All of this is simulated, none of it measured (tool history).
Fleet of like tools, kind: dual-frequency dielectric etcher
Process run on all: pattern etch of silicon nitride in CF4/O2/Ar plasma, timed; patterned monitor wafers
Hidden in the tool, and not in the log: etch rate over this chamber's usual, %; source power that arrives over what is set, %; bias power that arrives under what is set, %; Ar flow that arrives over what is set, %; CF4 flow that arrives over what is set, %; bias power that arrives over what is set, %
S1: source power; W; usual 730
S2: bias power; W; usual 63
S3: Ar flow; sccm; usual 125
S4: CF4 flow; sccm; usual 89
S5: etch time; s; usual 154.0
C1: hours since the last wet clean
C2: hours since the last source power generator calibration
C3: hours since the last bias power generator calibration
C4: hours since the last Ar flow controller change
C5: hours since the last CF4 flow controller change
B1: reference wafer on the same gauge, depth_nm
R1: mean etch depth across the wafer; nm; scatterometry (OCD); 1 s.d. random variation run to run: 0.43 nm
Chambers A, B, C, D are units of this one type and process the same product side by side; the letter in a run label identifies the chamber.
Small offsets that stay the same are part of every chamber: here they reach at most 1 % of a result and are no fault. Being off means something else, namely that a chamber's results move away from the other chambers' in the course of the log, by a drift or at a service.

run	hour	S1	S2	S3	S4	S5	C1	C2	C3	C4	C5	B1	R1
1B	4.0	730	63	125	89	154.0	508.7	1829.6	2958.6	944.7	412.3	406.89	422.83
2D	10.2	730	63	125	89	154.0	185.2	1334.6	1403.0	194.5	778.7	406.84	427.02
3C	13.8	730	63	125	89	154.0	265.7	2733.6	2204.3	578.8	2544.7	406.85	428.79
# hour 15.4: chamber B: wet clean of the chamber
4A	19.1	730	63	125	89	154.0	356.3	1085.0	2457.2	4128.5	972.8	406.74	425.96
5B	24.6	730	63	125	89	154.0	9.3	1850.2	2979.2	965.3	432.9	406.82	422.96
6A	27.9	730	63	125	89	154.0	365.1	1093.8	2466.0	4137.3	981.6	406.66	426.09
7C	31.0	730	63	125	89	154.0	282.9	2750.8	2221.5	596.0	2561.9	406.62	428.79
8D	35.1	730	63	125	89	154.0	210.1	1359.5	1427.9	219.4	803.6	406.62	426.77
9D	39.3	730	63	125	89	154.0	214.3	1363.7	1432.1	223.6	807.8	406.60	426.81
10B	42.5	730	63	125	89	154.0	27.2	1868.1	2997.1	983.2	450.8	406.57	422.96
11C	46.8	730	63	125	89	154.0	298.7	2766.6	2237.3	611.8	2577.7	406.35	427.53
12A	52.9	730	63	142	89	154.0	390.1	1118.8	2491.0	4162.3	1006.6	406.39	418.23
13D	57.1	730	63	142	89	154.0	232.1	1381.5	1449.9	241.4	825.6	406.38	419.51
14A	62.7	730	63	142	89	154.0	399.9	1128.6	2500.8	4172.1	1016.4	406.29	418.63
15B	67.8	730	63	142	89	154.0	52.5	1893.4	3022.4	1008.5	476.1	406.25	415.46
16C	73.1	730	63	125	89	154.0	325.0	2792.9	2263.6	638.1	2604.0	406.16	426.49
17A	76.9	570	63	153	89	154.0	414.1	1142.8	2515.0	4186.3	1030.6	406.06	334.69
18B	82.7	570	63	153	89	154.0	67.4	1908.3	3037.3	1023.4	491.0	406.00	332.60
19D	85.7	570	63	153	89	154.0	260.7	1410.1	1478.5	270.0	854.2	406.03	335.90
20C	88.7	570	63	153	89	154.0	340.6	2808.5	2279.2	653.7	2619.6	405.94	336.67
21B	92.4	730	63	125	89	154.0	77.1	1918.0	3047.0	1033.1	500.7	405.88	422.63
22D	95.5	730	63	125	89	154.0	270.5	1419.9	1488.3	279.8	864.0	405.89	427.49
23C	101.3	730	63	125	89	154.0	353.2	2821.1	2291.8	666.3	2632.2	405.81	427.17
24A	104.1	730	63	125	89	154.0	441.3	1170.0	2542.2	4213.5	1057.8	405.76	425.14
25D	109.2	730	63	125	89	154.0	284.2	1433.6	1502.0	293.5	877.7	405.64	426.73
26B	112.9	730	63	125	89	154.0	97.6	1938.5	3067.5	1053.6	521.2	405.62	421.95
27C	118.9	730	63	125	89	154.0	370.8	2838.7	2309.4	683.9	2649.8	405.56	426.16
28A	123.1	730	54	125	89	117.5	460.3	1189.0	2561.2	4232.5	1076.8	405.63	305.15
29D	126.0	730	54	125	89	117.5	301.0	1450.4	1518.8	310.3	894.5	405.54	306.47
30A	130.3	730	54	125	89	117.5	467.5	1196.2	2568.4	4239.7	1084.0	405.37	304.67
31C	135.4	730	54	125	89	117.5	387.3	2855.2	2325.9	700.4	2666.3	405.37	306.21

All 4 chambers run these settings next. Forecast each chamber's results:
32A	139.9	730	63	102	89	154.0							?
32B	139.9	730	63	102	89	154.0							?
32C	139.9	730	63	102	89	154.0							?
32D	139.9	730	63	102	89	154.0							?

run	R1
32A	435.11
32B	432.74
32C	437.47
32D	437.27
